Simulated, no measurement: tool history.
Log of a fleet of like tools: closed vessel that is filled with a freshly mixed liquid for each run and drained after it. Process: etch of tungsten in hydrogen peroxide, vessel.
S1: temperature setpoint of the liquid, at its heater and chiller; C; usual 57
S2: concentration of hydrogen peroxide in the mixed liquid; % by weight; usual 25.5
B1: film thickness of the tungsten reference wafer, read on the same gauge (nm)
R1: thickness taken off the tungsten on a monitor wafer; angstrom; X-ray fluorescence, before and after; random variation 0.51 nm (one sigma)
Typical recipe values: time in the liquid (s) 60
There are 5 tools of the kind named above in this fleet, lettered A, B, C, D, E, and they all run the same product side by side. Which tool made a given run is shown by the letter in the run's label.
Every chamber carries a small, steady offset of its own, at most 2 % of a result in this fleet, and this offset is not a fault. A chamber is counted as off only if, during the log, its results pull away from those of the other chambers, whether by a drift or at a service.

Run 1C, day 0.354: usual settings; B1 110.00. Result: R1 970.27 angstrom.
Run 2D, day 0.671: usual settings; B1 110.02. Result: R1 990.82 angstrom.
Run 3B, day 0.954: usual settings; B1 110.00. Result: R1 977.70 angstrom.
Run 4A, day 1.367: usual settings; B1 110.01. Result: R1 968.74 angstrom.
Run 5E, day 1.850: usual settings; B1 109.98. Result: R1 979.74 angstrom.
Run 6D, day 2.379: usual settings; B1 109.99. Result: R1 994.80 angstrom.
Run 7A, day 2.671: usual settings; B1 110.00. Result: R1 963.59 angstrom.
Run 8E, day 2.958: usual settings; B1 110.01. Result: R1 974.88 angstrom.
Run 9C, day 3.396: usual settings; B1 110.00. Result: R1 976.20 angstrom.
Run 10B, day 3.783: usual settings; B1 110.01. Result: R1 978.73 angstrom.
At day 4.162: chamber E: thermometer replaced.
At day 4.254: chamber C: new drum of peroxide connected.
Run 11D, day 4.317: usual settings; B1 110.02. Result: R1 993.04 angstrom.
Run 12B, day 4.650: usual settings; B1 110.02. Result: R1 975.99 angstrom.
Run 13A, day 5.054: usual settings but S1 53 C, S2 29.0 % by weight; B1 109.98. Result: R1 819.75 angstrom.
At day 5.425: chamber D: new drum of peroxide connected.
Run 14E, day 5.596: usual settings but S1 53 C, S2 29.0 % by weight; B1 110.00. Result: R1 825.41 angstrom.
Run 15C, day 6.092: usual settings but S1 53 C, S2 29.0 % by weight; B1 110.03. Result: R1 812.26 angstrom.
Run 16A, day 6.638: usual settings but S1 53 C, S2 29.0 % by weight; B1 110.02. Result: R1 808.85 angstrom.
Run 17D, day 7.092: usual settings but S1 53 C, S2 29.0 % by weight; B1 109.99. Result: R1 829.77 angstrom.
Run 18C, day 7.529: usual settings; B1 110.01. Result: R1 966.82 angstrom.
Run 19E, day 8.104: usual settings; B1 110.01. Result: R1 980.14 angstrom.
Run 20B, day 8.475: usual settings but S2 18.5 % by weight; B1 110.03. Result: R1 826.13 angstrom.
Run 21D, day 9.054: usual settings but S2 18.5 % by weight; B1 109.98. Result: R1 831.75 angstrom.
At day 9.392: chamber C: peroxide flow meter replaced.
Run 22B, day 9.458: usual settings but S2 18.5 % by weight; B1 110.01. Result: R1 829.21 angstrom.
At day 9.700: chamber E: peroxide flow meter replaced.
Run 23A, day 9.846: usual settings but S2 18.5 % by weight; B1 109.98. Result: R1 819.93 angstrom.
Run 24E, day 10.104: usual settings but S2 18.5 % by weight; B1 110.00. Result: R1 821.63 angstrom.
Run 25C, day 10.612: usual settings; B1 110.00. Result: R1 976.99 angstrom.
Run 26E, day 11.117: usual settings but time in the liquid (s) 90; B1 109.99. Result: R1 1473.30 angstrom.
Run 27D, day 11.604: usual settings but time in the liquid (s) 90; B1 109.97. Result: R1 1486.00 angstrom.
Run 28C, day 11.996: usual settings but time in the liquid (s) 90; B1 110.00. Result: R1 1458.60 angstrom.
Run 29B, day 12.379: usual settings but time in the liquid (s) 90; B1 110.02. Result: R1 1482.20 angstrom.
At day 12.446: chamber A: peroxide flow meter replaced.
Run 30A, day 12.946: usual settings but time in the liquid (s) 90; B1 110.01. Result: R1 1433.60 angstrom.
Run 31E, day 13.404: usual settings; B1 110.00. Result: R1 974.12 angstrom.
Run 32C, day 13.850: usual settings; B1 110.02. Result: R1 969.05 angstrom.
Run 33A, day 14.138: usual settings; B1 110.01. Result: R1 957.46 angstrom.
Run 34D, day 14.692: usual settings; B1 110.01. Result: R1 990.98 angstrom.
Run 35B, day 15.212: usual settings; B1 109.99. Result: R1 976.09 angstrom.
Run 36E, day 15.533: usual settings; B1 110.02. Result: R1 971.46 angstrom.
Run 37C, day 15.942: usual settings; B1 110.00. Result: R1 969.69 angstrom.
Run 38A, day 16.246: usual settings but S2 22.5 % by weight, time in the liquid (s) 40; B1 109.99. Result: R1 603.95 angstrom.

What goes on in this fleet: one chamber off, a drifting gauge, or nothing beyond the chambers' own small offsets? Name the chamber and the cause, if any.

Nothing is wrong: each chamber keeps only its own small, steady offset and the gauge holds still.
